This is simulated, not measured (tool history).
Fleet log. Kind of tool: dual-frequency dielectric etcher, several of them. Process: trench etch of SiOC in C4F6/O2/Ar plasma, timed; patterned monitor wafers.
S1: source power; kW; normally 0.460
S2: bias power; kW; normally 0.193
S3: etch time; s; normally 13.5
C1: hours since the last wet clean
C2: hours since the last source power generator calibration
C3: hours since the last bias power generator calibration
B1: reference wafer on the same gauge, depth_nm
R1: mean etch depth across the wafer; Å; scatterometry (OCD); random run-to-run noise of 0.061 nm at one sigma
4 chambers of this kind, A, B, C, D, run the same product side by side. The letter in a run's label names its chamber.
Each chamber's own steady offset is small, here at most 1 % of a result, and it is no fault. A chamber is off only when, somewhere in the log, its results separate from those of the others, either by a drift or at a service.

run   hour     S1     S2    S3     C1      C2      C3      B1      R1
 1A    3.8  0.460  0.193  13.5  249.6   943.7  4747.8  30.502  301.01
 2C    8.1  0.460  0.193  13.5   17.7   794.9  4652.7  30.507  303.97
 3D   14.2  0.460  0.193  13.5  530.9  1748.5   968.9  30.502  301.37
 4B   21.4  0.460  0.193  13.5  280.5  2191.1  1377.2  30.503  302.83
 5A   28.8  0.460  0.193  13.5  274.6   968.7  4772.8  30.506  300.94
 6B   34.4  0.460  0.173  13.5  293.5  2204.1  1390.2  30.502  292.67
 7C   38.2  0.460  0.173  13.5   47.8   825.0  4682.8  30.496  294.34
 8D   44.9  0.460  0.173  13.5  561.6  1779.2   999.6  30.510  292.55
 9C   50.6  0.460  0.173  13.5   60.2   837.4  4695.2  30.487  295.06
10B   55.0  0.460  0.159  10.5  314.1  2224.7  1410.8  30.511  220.81
11D   58.3  0.460  0.159  10.5  575.0  1792.6  1013.0  30.515  221.49
12A   61.9  0.460  0.159  10.5  307.7  1001.8  4805.9  30.512  220.04
13B   67.8  0.460  0.159  10.5  326.9  2237.5  1423.6  30.503  221.26
14A   72.4  0.460  0.193  13.5  318.2  1012.3  4816.4  30.493  302.17
15C   76.8  0.460  0.193  13.5   86.4   863.6  4721.4  30.502  305.26
16D   84.3  0.460  0.193  13.5  601.0  1818.6  1039.0  30.505  302.33
17B   87.6  0.460  0.193  13.5  346.7  2257.3  1443.4  30.503  300.87
      89.1  -- chamber B: wet clean of the chamber
18D   93.5  0.460  0.193  13.5  610.2  1827.8  1048.2  30.508  301.43
19A  100.7  0.460  0.172  10.0  346.5  1040.6  4844.7  30.508  215.33
20C  105.4  0.460  0.172  10.0  115.0   892.2  4750.0  30.488  217.74
21A  111.3  0.460  0.172  10.0  357.1  1051.2  4855.3  30.499  214.96
22C  116.4  0.460  0.172  10.0  126.0   903.2  4761.0  30.496  217.18
     120.5  -- chamber D: wet clean of the chamber
23B  121.9  0.460  0.193  13.5   32.9  2291.6  1477.7  30.507  308.55
24D  127.8  0.460  0.193  16.0    7.4  1862.1  1082.5  30.490  358.11
25B  132.6  0.460  0.193  16.0   43.6  2302.3  1488.4  30.489  365.49
26D  137.1  0.460  0.193  16.0   16.7  1871.4  1091.8  30.497  358.13
27C  143.9  0.460  0.193  16.0  153.5   930.7  4788.5  30.515  360.85
28A  149.0  0.460  0.193  13.5  394.8  1088.9  4893.0  30.490  300.74
29D  154.6  0.460  0.193  13.5   34.2  1888.9  1109.3  30.502  301.79
30B  161.6  0.460  0.193  13.5   72.6  2331.3  1517.4  30.508  308.93
31C  168.5  0.460  0.193  13.5  178.1   955.3  4813.1  30.510  306.20
32A  172.3  0.460  0.193  13.5  418.1  1112.2  4916.3  30.483  302.24
33C  179.7  0.460  0.193  13.5  189.3   966.5  4824.3  30.493  305.31
34B  184.6  0.460  0.193  13.5   95.6  2354.3  1540.4  30.493  309.26
35D  188.5  0.460  0.193  13.5   68.1  1922.8  1143.2  30.481  303.78
36A  192.0  0.460  0.193  13.5  437.8  1131.9  4936.0  30.521  301.20
37D  198.4  0.460  0.193  13.5   78.0  1932.7  1153.1  30.495  302.14
38A  204.0  0.460  0.193  13.5  449.8  1143.9  4948.0  30.500  300.70
39B  209.8  0.460  0.193  13.5  120.8  2379.5  1565.6  30.487  308.08
40C  216.5  0.460  0.193  13.5  226.1  1003.3  4861.1  30.501  305.12
41B  222.9  0.460  0.193  13.5  133.9  2392.6  1578.7  30.500  307.57

What goes on in this fleet: one chamber off, a drifting gauge, or nothing beyond the chambers' own small offsets? Name the chamber and the cause, if any.

A service left chamber B off against the others.
Most likely cause: etch rate over this chamber's usual, % = 2.03.

Here are 4 candidates for chamber B's next run, each the usual settings with a change, their results left as question marks. Which one brings its results back in line with what the others give on the usual settings?
In line means no further than this from the other chambers' mean on the usual settings: R1 2.40 Å
42B-1  228.4  0.460  0.181  13.5                   ?
42B-2  228.4  0.460  0.193  14.0                   ?
42B-3  228.4  0.420  0.193  13.5                   ?
42B-4  228.4  0.470  0.198  13.5                   ?

On the usual settings, the other chambers give on average: R1 302.66 Å
  run      R1
42B-1  302.19
42B-2  319.89
42B-3  297.82
42B-4  313.63
Change 42B-1 lands the chamber within the allowed miss of the other chambers.
